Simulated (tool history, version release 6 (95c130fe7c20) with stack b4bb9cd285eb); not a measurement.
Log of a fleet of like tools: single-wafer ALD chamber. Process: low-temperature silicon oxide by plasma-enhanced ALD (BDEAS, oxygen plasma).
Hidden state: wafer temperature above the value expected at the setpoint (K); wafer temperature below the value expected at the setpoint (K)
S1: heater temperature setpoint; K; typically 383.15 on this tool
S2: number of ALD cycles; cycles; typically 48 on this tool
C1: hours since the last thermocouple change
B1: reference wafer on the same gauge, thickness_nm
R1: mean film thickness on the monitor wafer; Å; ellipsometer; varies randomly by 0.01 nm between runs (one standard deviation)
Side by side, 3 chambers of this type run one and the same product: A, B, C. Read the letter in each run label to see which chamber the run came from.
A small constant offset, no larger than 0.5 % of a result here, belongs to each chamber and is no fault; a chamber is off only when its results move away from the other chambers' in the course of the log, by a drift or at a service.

run 1C day=0.325 | S1=383.15 S2=48 | C1=2220.9 | B1=7.0893 | R1=67.089
run 2A day=0.508 | S1=383.15 S2=48 | C1=694.3 | B1=7.0857 | R1=67.196
run 3B day=0.779 | S1=383.15 S2=48 | C1=1390.3 | B1=7.0885 | R1=67.435
run 4A day=1.012 | S1=383.15 S2=48 | C1=706.4 | B1=7.0832 | R1=67.251
run 5B day=1.317 | S1=383.15 S2=48 | C1=1403.2 | B1=7.0812 | R1=67.359
run 6C day=1.562 | S1=383.15 S2=48 | C1=2250.6 | B1=7.0819 | R1=67.035
run 7B day=1.742 | S1=383.15 S2=48 | C1=1413.4 | B1=7.0784 | R1=67.305
run 8C day=1.988 | S1=383.15 S2=48 | C1=2260.8 | B1=7.0779 | R1=67.03
run 9A day=2.275 | S1=383.15 S2=48 | C1=736.7 | B1=7.0759 | R1=67.268
run 10B day=2.471 | S1=383.15 S2=48 | C1=1430.9 | B1=7.0772 | R1=67.281
run 11A day=2.725 | S1=383.15 S2=48 | C1=747.5 | B1=7.0741 | R1=67.26
run 12C day=2.954 | S1=383.15 S2=48 | C1=2284 | B1=7.073 | R1=67.275
run 13B day=3.242 | S1=383.15 S2=48 | C1=1449.4 | B1=7.0733 | R1=67.247
run 14C day=3.458 | S1=383.15 S2=48 | C1=2296.1 | B1=7.0679 | R1=67.021
run 15A day=3.696 | S1=383.15 S2=48 | C1=770.8 | B1=7.0704 | R1=67.106
run 16C day=4.062 | S1=383.15 S2=48 | C1=2310.6 | B1=7.0654 | R1=67.058
run 17A day=4.388 | S1=383.15 S2=48 | C1=787.4 | B1=7.0654 | R1=66.91
run 18B day=4.583 | S1=383.15 S2=48 | C1=1481.6 | B1=7.0634 | R1=67.092
run 19C day=4.812 | S1=383.15 S2=48 | C1=2328.6 | B1=7.0646 | R1=67.04
run 20B day=5.108 | S1=383.15 S2=48 | C1=1494.2 | B1=7.0586 | R1=66.879
run 21A day=5.354 | S1=383.15 S2=48 | C1=810.6 | B1=7.058 | R1=66.744
run 22B day=5.704 | S1=383.15 S2=48 | C1=1508.5 | B1=7.0544 | R1=67.093
run 23C day=5.925 | S1=383.15 S2=48 | C1=2355.3 | B1=7.057 | R1=66.901
run 24A day=6.208 | S1=383.15 S2=48 | C1=831.1 | B1=7.0535 | R1=66.883
run 25C day=6.388 | S1=383.15 S2=54 | C1=2366.4 | B1=7.0534 | R1=75.225
run 26A day=6.6 | S1=383.15 S2=54 | C1=840.5 | B1=7.0515 | R1=74.981
run 27B day=6.938 | S1=383.15 S2=54 | C1=1538.1 | B1=7.0492 | R1=75.429
run 28C day=7.238 | S1=383.15 S2=48 | C1=2386.8 | B1=7.0449 | R1=66.798
run 29B day=7.442 | S1=390.15 S2=40 | C1=1550.2 | B1=7.0468 | R1=55.19

One chamber off, gauge drift, or nothing amiss beyond the chambers' own small offsets? If it is a chamber, which one, and what is the likeliest cause?

No chamber is off; the gauge reading every chamber's wafers drifts, which makes the whole fleet appear to move together.
Most likely cause: gauge reads low (%) = 0.628.
